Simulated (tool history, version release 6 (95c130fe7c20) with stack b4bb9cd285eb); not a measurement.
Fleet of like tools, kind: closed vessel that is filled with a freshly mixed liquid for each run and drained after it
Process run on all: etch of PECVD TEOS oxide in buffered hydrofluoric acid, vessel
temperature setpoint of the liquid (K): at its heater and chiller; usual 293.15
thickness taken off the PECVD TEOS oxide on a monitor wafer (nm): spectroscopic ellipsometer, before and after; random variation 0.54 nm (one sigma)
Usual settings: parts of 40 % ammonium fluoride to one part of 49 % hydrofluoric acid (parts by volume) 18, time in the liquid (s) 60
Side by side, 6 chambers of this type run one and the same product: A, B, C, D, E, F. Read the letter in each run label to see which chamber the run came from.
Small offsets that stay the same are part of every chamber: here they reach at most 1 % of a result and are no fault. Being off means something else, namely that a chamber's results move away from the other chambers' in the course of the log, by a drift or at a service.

run	hour	temperature setpoint of the liquid (K)	parts of 40 % ammonium fluoride to one part of 49 % hydrofluoric acid (parts by volume)	time in the liquid (s)	read-back film thickness of the PECVD TEOS oxide reference wafer, read on the same gauge (nm)	thickness taken off the PECVD TEOS oxide on a monitor wafer (nm)
1E	6.8	293.15	18	60	60.029	56.139
2F	14	293.15	18	60	60.016	56.219
3C	19.9	293.15	18	60	59.993	55.788
4A	23.8	293.15	18	60	60.006	56.618
5D	28.1	296.15	12.5	60	60.031	96.224
6B	33.4	296.15	12.5	60	59.975	96.659
7D	39.8	296.15	12.5	60	59.945	95.02
8C	44.5	296.15	12.5	60	60.005	93.791
9F	48.8	296.15	12.5	60	60.028	94.655
# hour 52.5: chamber A: thermometer replaced
10A	54.2	296.15	12.5	60	59.981	94.611
11B	57.5	293.15	18	60	59.981	55.992
12E	62.1	293.15	18	60	60.039	56.101
13A	69.6	293.15	18	60	59.973	56.123
14C	77.2	293.15	18	60	60.008	57.137
15F	83.8	293.15	18	60	59.982	56.26
16E	89	293.15	12	35	60.039	48.617
# hour 94.5: chamber C: hydrofluoric acid flow meter replaced
17B	94.7	293.15	12	35	60.014	49.035
18D	101.1	293.15	12	35	59.961	49.234
19F	105.9	293.15	12	35	59.966	48.791
20C	111.7	293.15	12	35	59.966	47.146
21D	116	293.15	12	35	60.018	48.755
22B	123.2	293.15	18	60	60.003	56.464
23E	128.4	293.15	18	60	60.005	55.781
24A	134	293.15	18	60	60.011	56.066
25A	140	293.15	18	60	59.987	56.085
26E	145.1	293.15	18	60	59.997	56.919
27C	149.8	293.15	18	60	59.98	54.351
28D	154.7	293.15	18	60	59.972	56.603
29F	161	293.15	18	60	59.974	55.531
30B	166	293.15	23.5	60	60.036	45.256
31B	171.7	293.15	23.5	60	59.99	46.054
32D	176.9	293.15	23.5	60	60.005	45.147
33E	182.8	293.15	23.5	60	59.969	45.264
34A	186.4	293.15	23.5	60	59.966	45.947
35C	192.7	293.15	23.5	60	60.016	43.084
36F	197.5	293.15	18	60	59.996	56.352
37E	201	293.15	18	60	59.961	56.028
38D	204.4	293.15	18	60	60.02	55.898

Has any chamber moved away from the others, gradually or after a service, or does the common gauge drift, or do the chambers differ only by their own small steady offsets? State the chamber and the most likely cause if one applies.

Little by little, chamber C moves away from the other chambers.
Likeliest cause: liquid colder than its thermometer reads (K) = 1.35.

Chamber C could run next with any of the 4 candidate recipes listed below; each alters the usual settings, and their results appear as question marks. Which one brings its results back in line with what the other chambers deliver on the usual settings?
In line means no further than this from the other chambers' mean on the usual settings: thickness taken off the PECVD TEOS oxide on a monitor wafer (nm) 1.9
39C-1	209.8	291.65	18	60		?
39C-2	209.8	293.15	18	65		?
39C-3	209.8	293.65	17.5	65		?
39C-4	209.8	292.65	18.5	55		?

Mean of the other chambers on the usual settings: thickness taken off the PECVD TEOS oxide on a monitor wafer (nm) 56.064
run	thickness taken off the PECVD TEOS oxide on a monitor wafer (nm)
39C-1	47.703
39C-2	56.218
39C-3	59.434
39C-4	45.047
With 39C-2, the chamber falls back in line with the rest.
